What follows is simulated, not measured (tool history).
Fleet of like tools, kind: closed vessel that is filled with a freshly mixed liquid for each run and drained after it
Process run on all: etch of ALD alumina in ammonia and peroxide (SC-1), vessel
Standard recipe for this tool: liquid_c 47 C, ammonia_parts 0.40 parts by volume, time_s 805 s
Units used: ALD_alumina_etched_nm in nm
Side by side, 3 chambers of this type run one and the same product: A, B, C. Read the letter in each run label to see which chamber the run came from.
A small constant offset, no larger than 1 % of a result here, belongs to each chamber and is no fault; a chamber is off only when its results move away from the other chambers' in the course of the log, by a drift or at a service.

run,hour,liquid_c,ammonia_parts,time_s,"read-back film thickness of the ALD alumina reference wafer, read on the same gauge (nm)",ALD_alumina_etched_nm
1A,3.2,47,0.40,805,40.007,40.464
2C,7.0,47,0.40,805,39.998,40.241
# hour 9.0: chamber C: ammonia flow meter replaced
3B,11.6,47,0.40,805,40.005,40.482
4B,14.3,47,0.40,805,39.976,39.991
5C,18.7,47,0.40,805,40.001,40.117
6A,23.4,47,0.40,805,39.999,39.768
7C,28.6,47,0.40,805,40.009,39.953
8B,33.4,47,0.35,995,39.988,49.053
9A,35.9,47,0.35,995,40.004,48.385
10C,39.5,47,0.35,995,40.009,49.118
11A,43.7,47,0.40,805,39.985,39.346
12B,48.0,47,0.40,805,40.002,40.100
13A,52.9,47,0.40,805,40.019,39.139
14C,56.1,47,0.40,805,40.016,39.868
15B,59.4,47,0.40,805,40.007,39.988
16C,64.5,47,0.55,460,39.969,23.355
17A,69.2,47,0.55,460,40.016,22.924
18B,74.3,47,0.55,460,39.990,23.626
19A,78.7,47,0.40,805,39.986,38.185
20B,82.8,47,0.40,805,40.013,40.960
21C,87.5,47,0.40,805,39.995,39.746
22A,90.7,47,0.40,805,39.988,37.801
# hour 92.4: chamber B: thermometer replaced
23B,94.2,47,0.55,1120,39.978,57.606
24C,98.5,47,0.55,1120,39.996,56.849
25C,103.6,47,0.55,1120,40.018,57.174
26B,108.6,47,0.40,805,40.011,40.083
27A,111.1,47,0.40,805,39.977,36.562
28A,113.7,47,0.40,805,40.015,37.213
29B,118.3,47,0.40,805,40.045,39.742
30C,120.7,47,0.40,805,39.975,39.600
31C,124.3,47,0.40,805,40.000,39.956
32A,127.1,47,0.40,805,39.971,36.046
33B,131.0,50,0.40,805,39.987,47.887
34B,133.3,50,0.40,805,39.990,47.924

Which is it: a chamber that has drifted or been left off by a service, a gauge drift common to all chambers, or only each chamber's usual small offset? If a chamber is off, name it and its likeliest cause.

Chamber A drifts away from the others.
Likeliest cause: liquid colder than its thermometer reads (K) = 1.77.

Below are 4 candidate recipes for chamber A's next run, each the usual settings with a change, their results shown as question marks. Which of them brings A's results back in line with what the other chambers give on the usual settings?
To be in line, a result may differ from the other chambers' mean on the usual settings by at most: ALD_alumina_etched_nm 1.100 nm
35A-1,137.1,47.0,0.40,845,,?
35A-2,137.1,46.0,0.40,765,,?
35A-3,137.1,46.5,0.40,785,,?
35A-4,137.1,48.0,0.40,845,,?

Mean of the other chambers on the usual settings: ALD_alumina_etched_nm 40.137 nm
run,ALD_alumina_etched_nm
35A-1,38.128
35A-2,32.622
35A-3,34.446
35A-4,40.329
The answer is 35A-4, which returns the chamber to within the allowed miss of the others.
